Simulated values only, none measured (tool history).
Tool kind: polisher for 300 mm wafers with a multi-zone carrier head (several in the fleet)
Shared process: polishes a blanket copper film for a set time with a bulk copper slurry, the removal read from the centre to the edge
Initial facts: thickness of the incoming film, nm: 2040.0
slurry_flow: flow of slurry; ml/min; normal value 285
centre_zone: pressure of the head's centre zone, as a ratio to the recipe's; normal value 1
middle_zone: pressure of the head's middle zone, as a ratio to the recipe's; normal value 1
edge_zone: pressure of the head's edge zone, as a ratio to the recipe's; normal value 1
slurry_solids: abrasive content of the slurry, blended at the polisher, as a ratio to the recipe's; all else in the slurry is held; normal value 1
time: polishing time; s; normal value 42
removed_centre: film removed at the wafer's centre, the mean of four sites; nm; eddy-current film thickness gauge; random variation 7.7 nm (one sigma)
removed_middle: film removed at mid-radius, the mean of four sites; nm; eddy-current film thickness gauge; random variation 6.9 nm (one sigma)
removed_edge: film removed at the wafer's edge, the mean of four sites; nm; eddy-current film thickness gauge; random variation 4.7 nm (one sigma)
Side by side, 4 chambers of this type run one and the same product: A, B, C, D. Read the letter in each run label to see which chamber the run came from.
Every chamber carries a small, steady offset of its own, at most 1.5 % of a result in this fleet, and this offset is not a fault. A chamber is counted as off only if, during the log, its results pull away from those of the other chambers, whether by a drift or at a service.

{"hour": 5.7, "done": "chamber D: worn pad replaced by a new one"}
{"run": "1C", "hour": 11.3, "slurry_flow": 285, "centre_zone": 1, "middle_zone": 1, "edge_zone": 1, "slurry_solids": 1, "time": 42, "removed_centre": 548.96, "removed_middle": 527.21, "removed_edge": 540.44}
{"run": "2A", "hour": 21.3, "slurry_flow": 285, "centre_zone": 1, "middle_zone": 1, "edge_zone": 1, "slurry_solids": 1, "time": 42, "removed_centre": 536.08, "removed_middle": 543.6, "removed_edge": 545.92}
{"run": "3D", "hour": 34.4, "slurry_flow": 285, "centre_zone": 1, "middle_zone": 1, "edge_zone": 1, "slurry_solids": 1, "time": 42, "removed_centre": 520.9, "removed_middle": 528.79, "removed_edge": 529.12}
{"run": "4B", "hour": 46.8, "slurry_flow": 285, "centre_zone": 1, "middle_zone": 1, "edge_zone": 1, "slurry_solids": 1, "time": 42, "removed_centre": 544.2, "removed_middle": 536.19, "removed_edge": 539.74}
{"hour": 56.9, "done": "chamber B: worn pad replaced by a new one"}
{"run": "5B", "hour": 58.0, "slurry_flow": 285, "centre_zone": 1, "middle_zone": 1, "edge_zone": 1, "slurry_solids": 1, "time": 42, "removed_centre": 535.64, "removed_middle": 522.08, "removed_edge": 544.85}
{"run": "6D", "hour": 68.8, "slurry_flow": 285, "centre_zone": 1, "middle_zone": 1, "edge_zone": 1, "slurry_solids": 1, "time": 42, "removed_centre": 535.47, "removed_middle": 539, "removed_edge": 527.93}
{"run": "7C", "hour": 75.6, "slurry_flow": 285, "centre_zone": 1, "middle_zone": 1, "edge_zone": 1, "slurry_solids": 1, "time": 42, "removed_centre": 539.79, "removed_middle": 535.96, "removed_edge": 528.92}
{"hour": 75.8, "done": "chamber D: slurry nozzle cleaned"}
{"hour": 78.9, "done": "chamber C: centre zone pressure recalibrated"}
{"run": "8A", "hour": 82.0, "slurry_flow": 285, "centre_zone": 1, "middle_zone": 0.96, "edge_zone": 1, "slurry_solids": 0.9, "time": 42, "removed_centre": 520.34, "removed_middle": 501.41, "removed_edge": 519.94}
{"run": "9C", "hour": 89.7, "slurry_flow": 285, "centre_zone": 1, "middle_zone": 0.96, "edge_zone": 1, "slurry_solids": 0.9, "time": 42, "removed_centre": 517.65, "removed_middle": 487.64, "removed_edge": 518.18}
{"run": "10B", "hour": 96.5, "slurry_flow": 285, "centre_zone": 1, "middle_zone": 0.96, "edge_zone": 1, "slurry_solids": 0.9, "time": 42, "removed_centre": 531.88, "removed_middle": 504.32, "removed_edge": 529.95}
{"hour": 109.3, "done": "chamber D: centre zone pressure recalibrated"}
{"run": "11A", "hour": 109.6, "slurry_flow": 285, "centre_zone": 1, "middle_zone": 0.96, "edge_zone": 1, "slurry_solids": 0.9, "time": 42, "removed_centre": 509.5, "removed_middle": 496.42, "removed_edge": 530.43}
{"hour": 117.5, "done": "chamber A: worn pad replaced by a new one"}
{"run": "12D", "hour": 122.4, "slurry_flow": 285, "centre_zone": 1, "middle_zone": 1, "edge_zone": 1, "slurry_solids": 1, "time": 42, "removed_centre": 521.43, "removed_middle": 536.87, "removed_edge": 531.22}
{"run": "13C", "hour": 132.8, "slurry_flow": 285, "centre_zone": 1, "middle_zone": 1, "edge_zone": 1, "slurry_solids": 1, "time": 42, "removed_centre": 532.75, "removed_middle": 538.79, "removed_edge": 529.7}
{"hour": 133.0, "done": "chamber C: slurry nozzle cleaned"}
{"hour": 135.6, "done": "chamber C: worn pad replaced by a new one"}
{"run": "14A", "hour": 142.5, "slurry_flow": 220, "centre_zone": 1, "middle_zone": 1.07, "edge_zone": 1, "slurry_solids": 1, "time": 42, "removed_centre": 519.37, "removed_middle": 547.38, "removed_edge": 524.72}
{"run": "15D", "hour": 150.3, "slurry_flow": 220, "centre_zone": 1, "middle_zone": 1.07, "edge_zone": 1, "slurry_solids": 1, "time": 42, "removed_centre": 521.06, "removed_middle": 566.09, "removed_edge": 522.59}
{"run": "16B", "hour": 163.5, "slurry_flow": 220, "centre_zone": 1, "middle_zone": 1.07, "edge_zone": 1, "slurry_solids": 1, "time": 42, "removed_centre": 511.6, "removed_middle": 543.07, "removed_edge": 522.82}
{"hour": 163.7, "done": "chamber B: worn pad replaced by a new one"}
{"hour": 165.3, "done": "chamber D: worn pad replaced by a new one"}
{"run": "17B", "hour": 172.0, "slurry_flow": 220, "centre_zone": 1, "middle_zone": 1.07, "edge_zone": 1, "slurry_solids": 1, "time": 42, "removed_centre": 513.82, "removed_middle": 553.12, "removed_edge": 524.2}
{"run": "18C", "hour": 180.7, "slurry_flow": 285, "centre_zone": 1, "middle_zone": 1, "edge_zone": 1, "slurry_solids": 1, "time": 42, "removed_centre": 545.74, "removed_middle": 531.5, "removed_edge": 524.46}
{"run": "19A", "hour": 188.6, "slurry_flow": 285, "centre_zone": 1, "middle_zone": 1, "edge_zone": 1, "slurry_solids": 1, "time": 42, "removed_centre": 535.14, "removed_middle": 539.95, "removed_edge": 544.91}
{"run": "20D", "hour": 201.2, "slurry_flow": 285, "centre_zone": 1, "middle_zone": 1, "edge_zone": 1, "slurry_solids": 1, "time": 42, "removed_centre": 525.32, "removed_middle": 531.77, "removed_edge": 525.19}
{"run": "21C", "hour": 210.6, "slurry_flow": 285, "centre_zone": 1, "middle_zone": 1, "edge_zone": 1, "slurry_solids": 1, "time": 42, "removed_centre": 560.21, "removed_middle": 527.98, "removed_edge": 526.25}
{"run": "22A", "hour": 218.3, "slurry_flow": 285, "centre_zone": 1, "middle_zone": 1, "edge_zone": 1, "slurry_solids": 1, "time": 42, "removed_centre": 531.57, "removed_middle": 533.69, "removed_edge": 544.78}
{"run": "23D", "hour": 225.3, "slurry_flow": 285, "centre_zone": 1, "middle_zone": 1, "edge_zone": 1, "slurry_solids": 1, "time": 42, "removed_centre": 534.32, "removed_middle": 534.83, "removed_edge": 532.09}
{"run": "24B", "hour": 231.3, "slurry_flow": 285, "centre_zone": 1, "middle_zone": 1, "edge_zone": 1, "slurry_solids": 1, "time": 42, "removed_centre": 524.02, "removed_middle": 539.14, "removed_edge": 538.24}
{"run": "25B", "hour": 242.5, "slurry_flow": 285, "centre_zone": 1, "middle_zone": 1, "edge_zone": 1, "slurry_solids": 1.25, "time": 42, "removed_centre": 563.44, "removed_middle": 568.29, "removed_edge": 574.44}
{"hour": 244.6, "done": "chamber A: worn pad replaced by a new one"}
{"run": "26C", "hour": 252.9, "slurry_flow": 285, "centre_zone": 1, "middle_zone": 1, "edge_zone": 1, "slurry_solids": 1.25, "time": 42, "removed_centre": 556.12, "removed_middle": 538.06, "removed_edge": 558.91}
{"run": "27D", "hour": 262.7, "slurry_flow": 285, "centre_zone": 1, "middle_zone": 1, "edge_zone": 1, "slurry_solids": 1.25, "time": 42, "removed_centre": 553.59, "removed_middle": 567.17, "removed_edge": 560.89}
{"run": "28A", "hour": 271.6, "slurry_flow": 285, "centre_zone": 1, "middle_zone": 1, "edge_zone": 1, "slurry_solids": 1.25, "time": 42, "removed_centre": 550.32, "removed_middle": 550.63, "removed_edge": 568.85}
{"run": "29C", "hour": 280.1, "slurry_flow": 240, "centre_zone": 1, "middle_zone": 0.94, "edge_zone": 1, "slurry_solids": 1, "time": 42, "removed_centre": 530.31, "removed_middle": 478.1, "removed_edge": 529.38}
{"hour": 290.7, "done": "chamber D: slurry nozzle cleaned"}
{"run": "30A", "hour": 293.7, "slurry_flow": 240, "centre_zone": 1, "middle_zone": 0.94, "edge_zone": 1, "slurry_solids": 1, "time": 42, "removed_centre": 507.9, "removed_middle": 486.98, "removed_edge": 531.14}
{"hour": 294.5, "done": "chamber B: worn pad replaced by a new one"}
{"run": "31D", "hour": 307.1, "slurry_flow": 240, "centre_zone": 1, "middle_zone": 0.94, "edge_zone": 1, "slurry_solids": 1, "time": 42, "removed_centre": 515.99, "removed_middle": 505.54, "removed_edge": 523.45}
{"hour": 314.1, "done": "chamber D: worn pad replaced by a new one"}
{"run": "32B", "hour": 316.4, "slurry_flow": 240, "centre_zone": 1, "middle_zone": 0.94, "edge_zone": 1, "slurry_solids": 1, "time": 42, "removed_centre": 515.5, "removed_middle": 494.53, "removed_edge": 540.82}
{"hour": 322.2, "done": "chamber C: worn pad replaced by a new one"}
{"run": "33C", "hour": 324.1, "slurry_flow": 285, "centre_zone": 1, "middle_zone": 1, "edge_zone": 1, "slurry_solids": 1, "time": 42, "removed_centre": 534.59, "removed_middle": 516.97, "removed_edge": 531.28}
{"run": "34A", "hour": 333.6, "slurry_flow": 285, "centre_zone": 1, "middle_zone": 1, "edge_zone": 1, "slurry_solids": 1, "time": 42, "removed_centre": 538.74, "removed_middle": 530.71, "removed_edge": 539.25}
{"hour": 343.7, "done": "chamber C: edge zone pressure recalibrated"}
{"run": "35D", "hour": 345.5, "slurry_flow": 285, "centre_zone": 1, "middle_zone": 1, "edge_zone": 1, "slurry_solids": 1, "time": 42, "removed_centre": 530.84, "removed_middle": 542.83, "removed_edge": 530.65}
{"run": "36B", "hour": 357.0, "slurry_flow": 285, "centre_zone": 1, "middle_zone": 1, "edge_zone": 1, "slurry_solids": 1, "time": 42, "removed_centre": 546.02, "removed_middle": 538.08, "removed_edge": 537.14}
{"run": "37C", "hour": 364.5, "slurry_flow": 285, "centre_zone": 1, "middle_zone": 1, "edge_zone": 1, "slurry_solids": 1, "time": 42, "removed_centre": 534.92, "removed_middle": 530.57, "removed_edge": 537.17}
{"run": "38B", "hour": 373.4, "slurry_flow": 285, "centre_zone": 1, "middle_zone": 1, "edge_zone": 1, "slurry_solids": 1, "time": 42, "removed_centre": 535.71, "removed_middle": 536.85, "removed_edge": 540.68}
{"run": "39A", "hour": 382.6, "slurry_flow": 285, "centre_zone": 1, "middle_zone": 1, "edge_zone": 1, "slurry_solids": 1, "time": 42, "removed_centre": 532.65, "removed_middle": 544.2, "removed_edge": 549.02}
{"run": "40D", "hour": 391.1, "slurry_flow": 285, "centre_zone": 1, "middle_zone": 1, "edge_zone": 1, "slurry_solids": 1, "time": 42, "removed_centre": 525.53, "removed_middle": 530.55, "removed_edge": 527.63}

What goes on in this fleet: one chamber off, a drifting gauge, or nothing beyond the chambers' own small offsets? Name the chamber and the cause, if any.

The fleet is healthy, with each chamber sitting at its usual small offset and no drift in the gauge.
